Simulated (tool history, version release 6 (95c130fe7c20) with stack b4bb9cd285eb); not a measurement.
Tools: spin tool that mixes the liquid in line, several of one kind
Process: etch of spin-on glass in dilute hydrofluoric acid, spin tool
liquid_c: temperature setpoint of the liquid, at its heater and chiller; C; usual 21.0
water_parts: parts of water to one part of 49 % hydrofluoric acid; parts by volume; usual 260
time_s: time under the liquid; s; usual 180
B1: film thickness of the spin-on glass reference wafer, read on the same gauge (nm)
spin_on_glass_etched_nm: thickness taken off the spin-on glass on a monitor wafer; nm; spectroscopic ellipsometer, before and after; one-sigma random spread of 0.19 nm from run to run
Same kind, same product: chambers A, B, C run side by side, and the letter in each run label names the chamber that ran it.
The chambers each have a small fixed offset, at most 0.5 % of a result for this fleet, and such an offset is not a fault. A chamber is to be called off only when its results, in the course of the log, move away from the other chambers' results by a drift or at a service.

Run 1B, hour 5.9: usual settings; B1 49.982. Result: spin_on_glass_etched_nm 20.9440 nm.
Run 2A, hour 17.2: usual settings; B1 49.968. Result: spin_on_glass_etched_nm 21.1070 nm.
Run 3C, hour 22.5: usual settings; B1 49.988. Result: spin_on_glass_etched_nm 20.9380 nm.
At hour 24.5: chamber C: thermometer replaced.
Run 4A, hour 27.8: usual settings; B1 49.986. Result: spin_on_glass_etched_nm 21.0340 nm.
Run 5C, hour 36.0: usual settings but time_s 75 s; B1 50.006. Result: spin_on_glass_etched_nm 8.7882 nm.
Run 6B, hour 47.9: usual settings but time_s 75 s; B1 49.975. Result: spin_on_glass_etched_nm 8.8437 nm.
Run 7B, hour 59.9: usual settings but time_s 75 s; B1 49.974. Result: spin_on_glass_etched_nm 8.8104 nm.
Run 8C, hour 68.0: usual settings but time_s 215 s; B1 50.012. Result: spin_on_glass_etched_nm 25.5030 nm.
Run 9A, hour 78.2: usual settings but time_s 215 s; B1 50.013. Result: spin_on_glass_etched_nm 25.0150 nm.
Run 10A, hour 85.5: usual settings but time_s 215 s; B1 50.004. Result: spin_on_glass_etched_nm 24.9710 nm.
Run 11C, hour 97.5: usual settings; B1 50.034. Result: spin_on_glass_etched_nm 21.1370 nm.
Run 12B, hour 106.9: usual settings; B1 50.009. Result: spin_on_glass_etched_nm 20.9180 nm.
Run 13B, hour 117.0: usual settings; B1 49.975. Result: spin_on_glass_etched_nm 20.4650 nm.
Run 14C, hour 127.0: usual settings; B1 50.011. Result: spin_on_glass_etched_nm 20.9010 nm.
Run 15A, hour 135.7: usual settings but time_s 90 s; B1 49.985. Result: spin_on_glass_etched_nm 10.4910 nm.
Run 16C, hour 147.0: usual settings but time_s 90 s; B1 50.025. Result: spin_on_glass_etched_nm 10.4180 nm.
Run 17A, hour 154.3: usual settings but time_s 90 s; B1 49.994. Result: spin_on_glass_etched_nm 10.4410 nm.
Run 18B, hour 162.4: usual settings; B1 50.058. Result: spin_on_glass_etched_nm 20.7050 nm.
Run 19B, hour 170.2: usual settings; B1 49.993. Result: spin_on_glass_etched_nm 20.5290 nm.
Run 20C, hour 180.7: usual settings; B1 49.969. Result: spin_on_glass_etched_nm 21.0430 nm.
Run 21A, hour 186.6: usual settings; B1 50.034. Result: spin_on_glass_etched_nm 21.1100 nm.
Run 22C, hour 194.9: usual settings; B1 49.971. Result: spin_on_glass_etched_nm 20.8540 nm.
Run 23B, hour 200.5: usual settings; B1 49.981. Result: spin_on_glass_etched_nm 20.3810 nm.
Run 24A, hour 209.7: usual settings; B1 49.984. Result: spin_on_glass_etched_nm 20.9920 nm.
Run 25B, hour 220.2: usual settings; B1 50.011. Result: spin_on_glass_etched_nm 20.5540 nm.
Run 26A, hour 226.2: usual settings; B1 49.995. Result: spin_on_glass_etched_nm 20.9580 nm.
Run 27C, hour 238.0: usual settings; B1 49.999. Result: spin_on_glass_etched_nm 21.2100 nm.
Run 28A, hour 245.3: usual settings; B1 49.986. Result: spin_on_glass_etched_nm 21.1460 nm.
Run 29B, hour 251.5: usual settings but water_parts 205 parts by volume, time_s 235 s; B1 49.998. Result: spin_on_glass_etched_nm 35.3220 nm.
Run 30C, hour 259.4: usual settings but water_parts 205 parts by volume, time_s 235 s; B1 49.975. Result: spin_on_glass_etched_nm 37.0270 nm.
Run 31B, hour 266.8: usual settings but water_parts 205 parts by volume, time_s 235 s; B1 49.999. Result: spin_on_glass_etched_nm 35.7760 nm.
Run 32A, hour 276.3: usual settings; B1 49.952. Result: spin_on_glass_etched_nm 20.7970 nm.
Run 33C, hour 282.3: usual settings; B1 49.992. Result: spin_on_glass_etched_nm 21.0810 nm.
Run 34B, hour 293.0: usual settings; B1 50.000. Result: spin_on_glass_etched_nm 20.6000 nm.
Run 35C, hour 298.4: usual settings; B1 49.965. Result: spin_on_glass_etched_nm 20.8570 nm.
Run 36A, hour 303.7: usual settings; B1 50.012. Result: spin_on_glass_etched_nm 20.9400 nm.
Run 37C, hour 314.6: usual settings; B1 50.001. Result: spin_on_glass_etched_nm 21.0840 nm.
Run 38B, hour 323.9: usual settings; B1 50.014. Result: spin_on_glass_etched_nm 20.4300 nm.
Run 39A, hour 329.4: usual settings; B1 50.018. Result: spin_on_glass_etched_nm 21.0050 nm.
Run 40C, hour 338.7: usual settings but liquid_c 17.0 C; B1 50.024. Result: spin_on_glass_etched_nm 18.0650 nm.

Each of the 3 chambers runs these same settings next. Fill in every chamber's results:
Run 41A, hour 347.4: usual settings but liquid_c 24.5 C. Result: spin_on_glass_etched_nm ?.
Run 41B, hour 347.4: usual settings but liquid_c 24.5 C. Result: spin_on_glass_etched_nm ?.
Run 41C, hour 347.4: usual settings but liquid_c 24.5 C. Result: spin_on_glass_etched_nm ?.

run  spin_on_glass_etched_nm
41A                  23.8880
41B                  22.4700
41C                  23.9350
